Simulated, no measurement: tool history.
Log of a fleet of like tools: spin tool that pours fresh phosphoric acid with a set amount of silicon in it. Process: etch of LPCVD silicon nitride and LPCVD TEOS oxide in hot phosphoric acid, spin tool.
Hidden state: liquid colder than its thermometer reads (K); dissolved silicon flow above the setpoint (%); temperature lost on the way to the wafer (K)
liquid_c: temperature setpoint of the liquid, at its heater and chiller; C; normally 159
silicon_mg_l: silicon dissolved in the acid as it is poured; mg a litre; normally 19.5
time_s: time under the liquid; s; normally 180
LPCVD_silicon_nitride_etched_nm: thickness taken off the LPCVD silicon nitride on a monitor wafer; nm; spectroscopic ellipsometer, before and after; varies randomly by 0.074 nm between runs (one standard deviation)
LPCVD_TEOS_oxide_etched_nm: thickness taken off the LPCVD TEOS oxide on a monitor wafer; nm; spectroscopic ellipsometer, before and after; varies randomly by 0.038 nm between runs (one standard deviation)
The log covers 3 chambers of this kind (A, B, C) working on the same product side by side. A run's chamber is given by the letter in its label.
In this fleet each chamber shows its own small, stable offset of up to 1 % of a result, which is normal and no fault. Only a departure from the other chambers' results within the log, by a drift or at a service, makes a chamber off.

run   hour  liquid_c  silicon_mg_l  time_s  hours since the thermometer was replaced  hours since the dissolved silicon flow meter was replaced  hours since the heated supply line was repaired  read-back film thickness of the LPCVD silicon nitride reference wafer, read on the same gauge (nm)  read-back film thickness of the LPCVD TEOS oxide reference wafer, read on the same gauge (nm)  LPCVD_silicon_nitride_etched_nm  LPCVD_TEOS_oxide_etched_nm
 1B    4.6       159          19.5     180                                     681.3                                                       1311                                             51.5                                                                                              119.99                                                                                          79.97                           15.779                     0.31609
 2C    9.8       159          19.5     180                                     525.4                                                     1051.3                                            536.2                                                                                              120.01                                                                                         80.018                           15.555                     0.29854
 3A   13.1       159          19.5     180                                     671.2                                                      327.2                                            991.7                                                                                              119.99                                                                                         79.998                           15.731                     0.22434
 4B     17       159          19.5     180                                     693.7                                                     1323.4                                             63.9                                                                                                 120                                                                                         80.038                           15.801                     0.27886
 5A   20.3       159          19.5     180                                     678.4                                                      334.4                                            998.9                                                                                                 120                                                                                         79.993                            15.71                     0.22802
 6C   24.4       159          19.5     180                                       540                                                     1065.9                                            550.8                                                                                              119.98                                                                                         80.012                           15.681                     0.25721
 7A     28       159          19.5     180                                     686.1                                                      342.1                                           1006.6                                                                                              119.98                                                                                         79.987                           15.758                     0.28987
 8B   33.7     161.5          19.5     180                                     710.4                                                     1340.1                                             80.6                                                                                              119.98                                                                                         79.987                           16.981                     0.37166
 9C   39.8     161.5          19.5     180                                     555.4                                                     1081.3                                            566.2                                                                                              120.01                                                                                         79.979                           17.276                     0.35438
10B   45.4     161.5          19.5     180                                     722.1                                                     1351.8                                             92.3                                                                                              120.01                                                                                          80.04                           17.148                     0.27895
11A   49.1       159          19.5     180                                     707.2                                                      363.2                                           1027.7                                                                                                 120                                                                                         80.009                           15.891                     0.27725
12C   53.4       159          19.5     180                                       569                                                     1094.9                                            579.8                                                                                              119.96                                                                                         79.963                           15.721                       0.246
13A   56.7       159          19.5     180                                     714.8                                                      370.8                                           1035.3                                                                                              119.99                                                                                         79.982                           15.782                     0.28626
14C   60.4     161.5            15     180                                       576                                                     1101.9                                            586.8                                                                                                 120                                                                                         79.988                           17.023                     0.31438
      60.6  -- chamber C: dissolved silicon flow meter replaced
15B     66     161.5            15     180                                     742.7                                                     1372.4                                            112.9                                                                                              120.02                                                                                         80.035                           17.127                     0.34663
16B   71.1     161.5            15     180                                     747.8                                                     1377.5                                              118                                                                                              120.01                                                                                             80                           17.138                     0.31721
17A   75.5       159          19.5     180                                     733.6                                                      389.6                                           1054.1                                                                                              119.99                                                                                         80.022                           15.808                     0.25156
18C   79.9       159          19.5     180                                     595.5                                                       19.4                                            606.3                                                                                              119.98                                                                                         80.014                           15.689                     0.22155
19A     84       158            26     180                                     742.1                                                      398.1                                           1062.6                                                                                              120.01                                                                                         79.977                           15.241                     0.19865
20C   89.6       158            26     180                                     605.2                                                       29.1                                              616                                                                                                 120                                                                                         79.995                           15.243                      0.1695
21B   94.9       158            26     180                                     771.6                                                     1401.3                                            141.8                                                                                              119.98                                                                                         80.007                           15.246                     0.18118
22A  100.1       159          19.5     180                                     758.2                                                      414.2                                           1078.7                                                                                              119.99                                                                                         79.964                           15.827                     0.24126
23C  105.1       159          19.5     180                                     620.7                                                       44.6                                            631.5                                                                                              119.99                                                                                         80.019                           15.664                     0.19697
24B  109.8       159          19.5     180                                     786.5                                                     1416.2                                            156.7                                                                                              119.99                                                                                         80.012                            15.84                     0.24945
25B  115.2       159          19.5     260                                     791.9                                                     1421.6                                            162.1                                                                                              119.98                                                                                         80.021                           22.735                      0.3537
26C  118.7       159          19.5     260                                     634.3                                                       58.2                                            645.1                                                                                              119.98                                                                                         80.001                           22.818                     0.35534
27A  124.5       159          19.5     260                                     782.6                                                      438.6                                           1103.1                                                                                              120.02                                                                                         80.026                           22.908                     0.38135
28A  129.4       158          29.5     180                                     787.5                                                      443.5                                             1108                                                                                                 120                                                                                         79.999                           15.223                     0.13375
29B  134.2       158          29.5     180                                     810.9                                                     1440.6                                            181.1                                                                                              120.01                                                                                         80.037                             15.3                     0.16739

Is one chamber out of step, is the gauge drifting, or do the chambers differ by no more than their own small offsets? For an off chamber, give its letter and the likeliest cause.

The fleet is healthy, with each chamber sitting at its usual small offset and no drift in the gauge.
